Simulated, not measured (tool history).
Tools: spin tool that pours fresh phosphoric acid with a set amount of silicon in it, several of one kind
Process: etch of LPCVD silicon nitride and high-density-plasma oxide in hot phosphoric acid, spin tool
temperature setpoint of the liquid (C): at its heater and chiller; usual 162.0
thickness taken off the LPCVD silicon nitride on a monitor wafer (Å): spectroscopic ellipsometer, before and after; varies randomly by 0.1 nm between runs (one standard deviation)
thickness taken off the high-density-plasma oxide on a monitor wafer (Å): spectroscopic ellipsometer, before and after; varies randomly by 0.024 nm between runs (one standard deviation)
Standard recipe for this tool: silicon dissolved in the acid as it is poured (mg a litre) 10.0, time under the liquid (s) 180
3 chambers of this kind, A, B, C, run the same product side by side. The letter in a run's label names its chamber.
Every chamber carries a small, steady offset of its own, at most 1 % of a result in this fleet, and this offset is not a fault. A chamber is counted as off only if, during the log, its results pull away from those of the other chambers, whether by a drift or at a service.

run	hour	temperature setpoint of the liquid (C)	silicon dissolved in the acid as it is poured (mg a litre)	time under the liquid (s)	hours since the thermometer was replaced	hours since the dissolved silicon flow meter was replaced	hours since the heated supply line was repaired	read-back film thickness of the LPCVD silicon nitride reference wafer, read on the same gauge (nm)	read-back film thickness of the high-density-plasma oxide reference wafer, read on the same gauge (nm)	thickness taken off the LPCVD silicon nitride on a monitor wafer (Å)	thickness taken off the high-density-plasma oxide on a monitor wafer (Å)
1C	11.3	162.0	10.0	180	1111.7	170.1	2884.5	99.999	149.99	156.830	8.3438
2A	24.9	162.0	10.0	180	1250.6	178.7	922.8	99.998	150.00	156.340	8.7056
3B	32.2	162.0	10.0	180	381.4	242.2	402.8	100.000	150.00	159.010	8.2786
4C	39.6	162.0	10.0	180	1140.0	198.4	2912.8	99.986	149.98	156.340	7.9769
5B	45.9	162.0	10.0	180	395.1	255.9	416.5	99.989	149.98	158.010	7.9538
6A	56.1	162.0	6.5	90	1281.8	209.9	954.0	100.010	150.00	78.612	4.4239
7C	70.2	162.0	6.5	90	1170.6	229.0	2943.4	99.999	150.00	78.473	4.5472
8B	76.8	162.0	6.5	90	426.0	286.8	447.4	99.983	149.99	78.679	4.6225
9A	83.8	162.0	10.0	180	1309.5	237.6	981.7	100.000	149.99	157.860	8.3385
10C	93.8	159.5	10.0	180	1194.2	252.6	2967.0	100.010	149.99	143.140	6.6861
11A	101.8	159.5	10.0	180	1327.5	255.6	999.7	99.982	149.99	145.320	7.0073
12B	110.4	159.5	10.0	180	459.6	320.4	481.0	100.010	149.99	145.550	6.8425
# hour 118.1: chamber B: thermometer replaced
13A	118.4	162.0	10.0	180	1344.1	272.2	1016.3	100.010	150.00	158.010	8.4899
14B	128.6	162.0	10.0	180	10.6	338.6	499.2	100.020	149.99	154.530	7.8959
15C	140.4	162.0	10.0	180	1240.8	299.2	3013.6	100.020	149.99	155.960	8.5592
16A	150.8	162.0	10.0	180	1376.5	304.6	1048.7	99.983	150.00	155.830	8.6870
17B	160.3	161.0	14.5	180	42.3	370.3	530.9	99.999	150.01	152.780	6.9894
18C	173.1	161.0	14.5	180	1273.5	331.9	3046.3	100.010	149.99	151.620	6.6216
19A	181.0	161.0	14.5	180	1406.7	334.8	1078.9	99.991	149.99	152.320	7.2596
20C	191.1	164.0	10.0	180	1291.5	349.9	3064.3	100.010	149.99	168.170	9.5915
21B	201.4	164.0	10.0	180	83.4	411.4	572.0	100.010	150.01	168.720	9.3392
22B	213.7	164.0	10.0	180	95.7	423.7	584.3	99.984	149.99	165.480	9.2888
# hour 214.9: chamber A: thermometer replaced
23A	225.9	162.0	10.0	180	11.1	379.7	1123.8	99.994	150.01	159.940	8.4443
24C	237.8	162.0	10.0	180	1338.2	396.6	3111.0	100.010	149.99	154.190	8.3471
25A	248.5	162.0	10.0	180	33.7	402.3	1146.4	99.980	149.98	157.270	8.1209
26C	257.9	162.0	10.0	180	1358.3	416.7	3131.1	100.010	149.99	155.980	8.1985
27B	266.9	162.0	12.5	145	148.9	476.9	637.5	100.010	149.98	126.190	6.1047
28C	280.5	162.0	12.5	145	1380.9	439.3	3153.7	99.999	150.00	126.530	6.0839
29A	288.4	162.0	12.5	145	73.6	442.2	1186.3	99.999	150.00	127.240	5.9722
30B	299.0	162.0	17.0	180	181.0	509.0	669.6	99.995	149.99	156.740	6.8718
31B	312.1	162.0	17.0	180	194.1	522.1	682.7	100.010	149.99	156.770	7.0422
32A	320.4	162.0	17.0	180	105.6	474.2	1218.3	99.993	150.01	157.580	6.8728
33C	330.1	162.0	10.0	180	1430.5	488.9	3203.3	99.993	150.01	155.160	8.4367

Has any chamber moved away from the others, gradually or after a service, or does the common gauge drift, or do the chambers differ only by their own small steady offsets? State the chamber and the most likely cause if one applies.

Neither any chamber nor the gauge drifts; the chambers differ only by their own small, steady offsets.

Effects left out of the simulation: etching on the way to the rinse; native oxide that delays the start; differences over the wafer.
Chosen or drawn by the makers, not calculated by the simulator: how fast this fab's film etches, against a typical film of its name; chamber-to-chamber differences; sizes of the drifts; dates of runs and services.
